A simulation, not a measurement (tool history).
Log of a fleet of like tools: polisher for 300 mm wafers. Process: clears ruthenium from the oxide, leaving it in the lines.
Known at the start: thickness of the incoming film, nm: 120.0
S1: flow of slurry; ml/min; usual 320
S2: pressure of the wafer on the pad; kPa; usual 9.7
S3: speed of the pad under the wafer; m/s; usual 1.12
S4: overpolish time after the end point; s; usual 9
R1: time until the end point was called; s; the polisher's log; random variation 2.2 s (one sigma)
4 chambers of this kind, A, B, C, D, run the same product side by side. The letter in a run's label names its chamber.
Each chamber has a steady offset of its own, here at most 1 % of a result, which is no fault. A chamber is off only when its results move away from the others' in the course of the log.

run,day,S1,S2,S3,S4,R1
1C,0.504,320,9.7,1.12,9,127.61
2D,0.762,320,9.7,1.12,9,126.59
# day 0.896: chamber A: slurry nozzle cleaned
# day 1.112: chamber B: worn pad replaced by a new one
3A,1.292,320,9.7,1.12,9,124.26
# day 1.612: chamber C: worn pad replaced by a new one
4B,1.646,320,9.7,1.12,9,126.54
5B,2.021,320,9.7,1.12,9,125.98
# day 2.321: chamber B: slurry nozzle cleaned
6D,2.542,320,9.7,1.12,9,125.64
7C,3.112,320,11,1.12,9,111.13
8A,3.375,320,11,1.12,9,109.7
# day 3.579: chamber C: head pressure recalibrated
9D,3.871,320,11,1.12,9,110.83
10A,4.138,320,11,1.12,9,110.49
11B,4.696,320,9.7,1.12,13,129.19
# day 4.783: chamber D: head pressure recalibrated
12C,5.079,320,9.7,1.12,13,122.57
# day 5.271: chamber A: worn pad replaced by a new one
13B,5.642,320,9.7,1.12,13,125.46
# day 5.971: chamber C: worn pad replaced by a new one
14D,6.212,320,9.7,1.12,13,123.94
# day 6.433: chamber C: slurry nozzle cleaned
15C,6.496,320,9.7,1.12,9,124.36
16A,7,320,9.7,1.12,9,126.78
# day 7.054: chamber D: worn pad replaced by a new one
17C,7.383,320,9.7,1.12,9,125.97
18A,7.917,320,9.7,1.12,9,126.21
# day 8.133: chamber D: slurry nozzle cleaned
# day 8.271: chamber B: worn pad replaced by a new one
19D,8.271,320,9.7,1.44,9,98.929
20B,8.696,320,9.7,1.44,9,97.989
21A,9.192,320,9.7,1.44,9,99.128
22D,9.583,320,9.7,1.44,9,101.24
23B,9.85,320,9.7,1.46,9,95.465
24C,10.267,320,9.7,1.46,9,94.205
# day 10.558: chamber A: worn pad replaced by a new one
25B,10.633,320,9.7,1.46,9,97.452
26C,11.217,320,9.7,1.46,9,97.828
# day 11.571: chamber C: worn pad replaced by a new one
27A,11.608,320,9.7,1.12,9,126.27
28D,12.012,320,9.7,1.12,9,124.58
29D,12.546,320,9.7,1.12,9,124.31
30B,13.05,320,9.7,1.12,9,123.87
31A,13.388,320,9.7,1.12,9,121.56
32C,13.858,320,9.7,1.12,9,127.65
# day 13.871: chamber D: worn pad replaced by a new one
33A,14.292,355,9.7,1.12,9,124.06
# day 14.592: chamber B: worn pad replaced by a new one
34B,14.696,355,9.7,1.12,9,126.1
35C,15.175,355,9.7,1.12,9,129.37
36D,15.658,355,9.7,1.12,9,129.09
# day 15.896: chamber A: worn pad replaced by a new one
# day 15.962: chamber C: worn pad replaced by a new one
37B,16.083,320,9.7,1.12,9,127.59
# day 16.308: chamber A: slurry nozzle cleaned
38A,16.621,320,9.7,1.12,9,126.39
# day 16.9: chamber C: head pressure recalibrated
39C,17.1,320,9.7,1.12,9,124.98

What goes on in this fleet: one chamber off, a drifting gauge, or nothing beyond the chambers' own small offsets? Name the chamber and the cause, if any.

No chamber stands off beyond its own small offset, and the gauge holds steady.

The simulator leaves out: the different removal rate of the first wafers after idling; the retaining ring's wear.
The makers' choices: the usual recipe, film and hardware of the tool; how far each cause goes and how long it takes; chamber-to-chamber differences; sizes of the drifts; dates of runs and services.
